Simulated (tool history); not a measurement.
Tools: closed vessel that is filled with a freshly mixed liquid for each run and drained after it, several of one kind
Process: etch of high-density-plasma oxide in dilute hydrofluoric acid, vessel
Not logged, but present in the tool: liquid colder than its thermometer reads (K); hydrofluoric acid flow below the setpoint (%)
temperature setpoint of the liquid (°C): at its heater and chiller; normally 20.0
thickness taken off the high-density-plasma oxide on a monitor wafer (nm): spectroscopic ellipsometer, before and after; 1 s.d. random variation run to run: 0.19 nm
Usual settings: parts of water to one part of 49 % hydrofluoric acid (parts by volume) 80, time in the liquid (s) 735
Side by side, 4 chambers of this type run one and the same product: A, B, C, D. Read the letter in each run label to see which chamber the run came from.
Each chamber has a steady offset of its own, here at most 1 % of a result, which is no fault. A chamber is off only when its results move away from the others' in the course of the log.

run,hour,temperature setpoint of the liquid (°C),parts of water to one part of 49 % hydrofluoric acid (parts by volume),time in the liquid (s),hours since the thermometer was replaced,hours since the hydrofluoric acid flow meter was replaced,"read-back film thickness of the high-density-plasma oxide reference wafer, read on the same gauge (nm)",thickness taken off the high-density-plasma oxide on a monitor wafer (nm)
1B,11.9,20.0,80,735,1582.9,1313.2,139.98,44.096
2A,19.1,20.0,80,735,264.5,1069.1,139.98,44.946
3D,25.9,20.0,80,735,1181.8,1133.2,140.04,44.118
4C,34.2,20.0,80,735,767.4,643.1,139.94,43.954
5C,46.3,24.5,80,735,779.5,655.2,140.02,53.175
6D,57.2,24.5,80,735,1213.1,1164.5,140.05,53.253
# hour 65.1: chamber B: hydrofluoric acid flow meter replaced
7B,68.7,24.5,80,735,1639.7,3.6,140.01,52.775
8A,81.3,24.5,80,735,326.7,1131.3,140.02,53.367
9B,89.0,20.0,80,735,1660.0,23.9,139.99,44.470
10C,97.3,20.0,80,735,830.5,706.2,140.00,44.296
11A,105.3,20.0,80,735,350.7,1155.3,140.01,44.531
12D,117.1,20.0,80,735,1273.0,1224.4,140.00,44.334
# hour 122.5: chamber C: thermometer replaced
13C,126.6,20.0,80,735,4.1,735.5,140.04,44.023
14B,139.1,20.0,80,735,1710.1,74.0,140.04,43.440
15A,150.1,20.0,80,735,395.5,1200.1,140.02,44.644
16D,162.3,17.5,45,735,1318.2,1269.6,139.99,73.126
17C,172.0,17.5,45,735,49.5,780.9,139.99,73.856
18B,182.7,17.5,45,735,1753.7,117.6,140.00,70.849
19A,189.7,17.5,45,735,435.1,1239.7,140.01,73.692
20D,197.8,20.0,80,735,1353.7,1305.1,139.98,43.910
21D,209.7,20.0,80,735,1365.6,1317.0,140.03,44.111
22B,218.5,20.0,80,735,1789.5,153.4,139.98,42.527
23C,226.3,20.0,80,735,103.8,835.2,140.01,44.179
24A,236.0,20.0,80,735,481.4,1286.0,140.01,44.661

Does one chamber stand apart from the rest, does the shared gauge drift, or is all well apart from small per-chamber offsets? Give the chamber and the most likely cause, where there is one.

It is chamber B that slowly wanders off from its peers.
What lies behind it: liquid colder than its thermometer reads (K) = 1.19.
The log may not separate it from: hydrofluoric acid flow below the setpoint (%).

Here are 4 candidates for chamber B's next run, each the usual settings with a change, their results left as question marks. Which one brings its results back in line with what the others give on the usual settings?
In line here means within this much of the mean the other chambers give on the usual settings: thickness taken off the high-density-plasma oxide on a monitor wafer (nm) 0.670
25B-1,245.6,20.0,80,810,,,,?
25B-2,245.6,20.0,80,665,,,,?
25B-3,245.6,20.0,80,775,,,,?
25B-4,245.6,20.0,80,700,,,,?

What the other chambers average on the usual settings: thickness taken off the high-density-plasma oxide on a monitor wafer (nm) 44.260
run,thickness taken off the high-density-plasma oxide on a monitor wafer (nm)
25B-1,46.188
25B-2,37.919
25B-3,44.192
25B-4,39.915
Change 25B-3 lands the chamber within the allowed miss of the other chambers.

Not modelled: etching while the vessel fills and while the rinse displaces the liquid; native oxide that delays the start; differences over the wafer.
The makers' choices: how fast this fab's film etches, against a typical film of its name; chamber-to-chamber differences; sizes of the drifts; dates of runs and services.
